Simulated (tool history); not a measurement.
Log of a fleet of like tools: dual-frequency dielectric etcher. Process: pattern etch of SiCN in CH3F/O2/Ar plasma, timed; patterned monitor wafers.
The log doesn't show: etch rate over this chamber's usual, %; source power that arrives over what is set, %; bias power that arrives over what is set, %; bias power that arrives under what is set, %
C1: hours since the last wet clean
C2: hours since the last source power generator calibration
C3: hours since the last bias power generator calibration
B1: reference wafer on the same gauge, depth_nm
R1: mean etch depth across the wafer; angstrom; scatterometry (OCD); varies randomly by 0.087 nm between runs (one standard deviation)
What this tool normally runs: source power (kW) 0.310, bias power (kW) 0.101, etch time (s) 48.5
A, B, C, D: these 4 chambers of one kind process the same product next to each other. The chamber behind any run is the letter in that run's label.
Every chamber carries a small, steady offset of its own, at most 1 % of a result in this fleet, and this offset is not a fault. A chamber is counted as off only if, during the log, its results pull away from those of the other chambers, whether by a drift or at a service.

{"run": "1D", "hour": 8.5, "source power (kW)": 0.31, "bias power (kW)": 0.101, "etch time (s)": 48.5, "C1": 282.5, "C2": 2547.5, "C3": 1017.6, "B1": 22.259, "R1": 186.59}
{"run": "2B", "hour": 17.4, "source power (kW)": 0.31, "bias power (kW)": 0.101, "etch time (s)": 48.5, "C1": 57.6, "C2": 2576.3, "C3": 4918.5, "B1": 22.267, "R1": 187.31}
{"run": "3A", "hour": 23.1, "source power (kW)": 0.31, "bias power (kW)": 0.101, "etch time (s)": 48.5, "C1": 74.1, "C2": 1770.0, "C3": 702.5, "B1": 22.306, "R1": 186.64}
{"run": "4C", "hour": 28.1, "source power (kW)": 0.31, "bias power (kW)": 0.101, "etch time (s)": 48.5, "C1": 41.4, "C2": 253.6, "C3": 3215.2, "B1": 22.295, "R1": 186.56}
{"run": "5C", "hour": 37.5, "source power (kW)": 0.31, "bias power (kW)": 0.101, "etch time (s)": 48.5, "C1": 50.8, "C2": 263.0, "C3": 3224.6, "B1": 22.287, "R1": 185.16}
{"run": "6D", "hour": 45.9, "source power (kW)": 0.31, "bias power (kW)": 0.101, "etch time (s)": 43.0, "C1": 319.9, "C2": 2584.9, "C3": 1055.0, "B1": 22.297, "R1": 164.17}
{"run": "7B", "hour": 55.1, "source power (kW)": 0.31, "bias power (kW)": 0.101, "etch time (s)": 43.0, "C1": 95.3, "C2": 2614.0, "C3": 4956.2, "B1": 22.31, "R1": 164.53}
{"run": "8A", "hour": 62.9, "source power (kW)": 0.31, "bias power (kW)": 0.101, "etch time (s)": 43.0, "C1": 113.9, "C2": 1809.8, "C3": 742.3, "B1": 22.311, "R1": 166.11}
{"run": "9C", "hour": 71.8, "source power (kW)": 0.31, "bias power (kW)": 0.101, "etch time (s)": 43.0, "C1": 85.1, "C2": 297.3, "C3": 3258.9, "B1": 22.298, "R1": 165.43}
{"run": "10B", "hour": 81.0, "source power (kW)": 0.31, "bias power (kW)": 0.089, "etch time (s)": 57.5, "C1": 121.2, "C2": 2639.9, "C3": 4982.1, "B1": 22.287, "R1": 210.1}
{"hour": 81.9, "done": "chamber D: wet clean of the chamber"}
{"run": "11D", "hour": 85.7, "source power (kW)": 0.31, "bias power (kW)": 0.089, "etch time (s)": 57.5, "C1": 3.9, "C2": 2624.7, "C3": 1094.8, "B1": 22.285, "R1": 211.74}
{"run": "12A", "hour": 96.4, "source power (kW)": 0.31, "bias power (kW)": 0.089, "etch time (s)": 57.5, "C1": 147.4, "C2": 1843.3, "C3": 775.8, "B1": 22.308, "R1": 211.95}
{"run": "13B", "hour": 101.0, "source power (kW)": 0.31, "bias power (kW)": 0.089, "etch time (s)": 57.5, "C1": 141.2, "C2": 2659.9, "C3": 5002.1, "B1": 22.285, "R1": 211.0}
{"run": "14D", "hour": 106.4, "source power (kW)": 0.31, "bias power (kW)": 0.101, "etch time (s)": 48.5, "C1": 24.6, "C2": 2645.4, "C3": 1115.5, "B1": 22.288, "R1": 186.2}
{"run": "15A", "hour": 117.1, "source power (kW)": 0.31, "bias power (kW)": 0.101, "etch time (s)": 48.5, "C1": 168.1, "C2": 1864.0, "C3": 796.5, "B1": 22.271, "R1": 187.98}
{"run": "16C", "hour": 124.2, "source power (kW)": 0.31, "bias power (kW)": 0.101, "etch time (s)": 48.5, "C1": 137.5, "C2": 349.7, "C3": 3311.3, "B1": 22.297, "R1": 188.82}
{"run": "17D", "hour": 134.7, "source power (kW)": 0.31, "bias power (kW)": 0.101, "etch time (s)": 48.5, "C1": 52.9, "C2": 2673.7, "C3": 1143.8, "B1": 22.312, "R1": 185.32}
{"run": "18B", "hour": 143.0, "source power (kW)": 0.25, "bias power (kW)": 0.101, "etch time (s)": 48.5, "C1": 183.2, "C2": 2701.9, "C3": 5044.1, "B1": 22.288, "R1": 174.09}
{"run": "19C", "hour": 150.3, "source power (kW)": 0.25, "bias power (kW)": 0.101, "etch time (s)": 48.5, "C1": 163.6, "C2": 375.8, "C3": 3337.4, "B1": 22.295, "R1": 173.12}
{"hour": 152.8, "done": "chamber A: source power generator calibrated"}
{"run": "20A", "hour": 156.7, "source power (kW)": 0.25, "bias power (kW)": 0.101, "etch time (s)": 48.5, "C1": 207.7, "C2": 3.9, "C3": 836.1, "B1": 22.308, "R1": 173.51}
{"run": "21D", "hour": 161.6, "source power (kW)": 0.25, "bias power (kW)": 0.101, "etch time (s)": 48.5, "C1": 79.8, "C2": 2700.6, "C3": 1170.7, "B1": 22.273, "R1": 173.43}
{"run": "22C", "hour": 171.3, "source power (kW)": 0.31, "bias power (kW)": 0.101, "etch time (s)": 48.5, "C1": 184.6, "C2": 396.8, "C3": 3358.4, "B1": 22.296, "R1": 185.02}
{"run": "23A", "hour": 179.1, "source power (kW)": 0.31, "bias power (kW)": 0.101, "etch time (s)": 57.0, "C1": 230.1, "C2": 26.3, "C3": 858.5, "B1": 22.308, "R1": 219.59}
{"run": "24B", "hour": 186.5, "source power (kW)": 0.31, "bias power (kW)": 0.101, "etch time (s)": 57.0, "C1": 226.7, "C2": 2745.4, "C3": 5087.6, "B1": 22.304, "R1": 219.89}
{"run": "25B", "hour": 196.8, "source power (kW)": 0.31, "bias power (kW)": 0.101, "etch time (s)": 57.0, "C1": 237.0, "C2": 2755.7, "C3": 5097.9, "B1": 22.302, "R1": 220.45}
{"run": "26C", "hour": 206.3, "source power (kW)": 0.31, "bias power (kW)": 0.101, "etch time (s)": 57.0, "C1": 219.6, "C2": 431.8, "C3": 3393.4, "B1": 22.324, "R1": 220.51}
{"run": "27D", "hour": 214.8, "source power (kW)": 0.31, "bias power (kW)": 0.101, "etch time (s)": 48.5, "C1": 133.0, "C2": 2753.8, "C3": 1223.9, "B1": 22.284, "R1": 186.41}
{"run": "28A", "hour": 219.5, "source power (kW)": 0.31, "bias power (kW)": 0.101, "etch time (s)": 48.5, "C1": 270.5, "C2": 66.7, "C3": 898.9, "B1": 22.323, "R1": 185.54}
{"run": "29D", "hour": 229.3, "source power (kW)": 0.31, "bias power (kW)": 0.101, "etch time (s)": 48.5, "C1": 147.5, "C2": 2768.3, "C3": 1238.4, "B1": 22.305, "R1": 185.91}
{"run": "30C", "hour": 238.1, "source power (kW)": 0.31, "bias power (kW)": 0.101, "etch time (s)": 48.5, "C1": 251.4, "C2": 463.6, "C3": 3425.2, "B1": 22.269, "R1": 184.83}
{"run": "31A", "hour": 243.2, "source power (kW)": 0.31, "bias power (kW)": 0.101, "etch time (s)": 48.5, "C1": 294.2, "C2": 90.4, "C3": 922.6, "B1": 22.323, "R1": 188.14}
{"run": "32B", "hour": 250.3, "source power (kW)": 0.31, "bias power (kW)": 0.101, "etch time (s)": 48.5, "C1": 290.5, "C2": 2809.2, "C3": 5151.4, "B1": 22.292, "R1": 187.26}
{"run": "33A", "hour": 257.5, "source power (kW)": 0.31, "bias power (kW)": 0.101, "etch time (s)": 48.5, "C1": 308.5, "C2": 104.7, "C3": 936.9, "B1": 22.296, "R1": 186.91}
{"run": "34B", "hour": 264.1, "source power (kW)": 0.31, "bias power (kW)": 0.101, "etch time (s)": 59.0, "C1": 304.3, "C2": 2823.0, "C3": 5165.2, "B1": 22.299, "R1": 227.59}

All chambers now run identical settings, listed one chamber a line with results as question marks. What results will each chamber show?
{"run": "35A", "hour": 271.8, "source power (kW)": 0.31, "bias power (kW)": 0.101, "etch time (s)": 48.5, "R1": "?"}
{"run": "35B", "hour": 271.8, "source power (kW)": 0.31, "bias power (kW)": 0.101, "etch time (s)": 48.5, "R1": "?"}
{"run": "35C", "hour": 271.8, "source power (kW)": 0.31, "bias power (kW)": 0.101, "etch time (s)": 48.5, "R1": "?"}
{"run": "35D", "hour": 271.8, "source power (kW)": 0.31, "bias power (kW)": 0.101, "etch time (s)": 48.5, "R1": "?"}

run=35A R1=187.66
run=35B R1=187.72
run=35C R1=187.31
run=35D R1=187.55
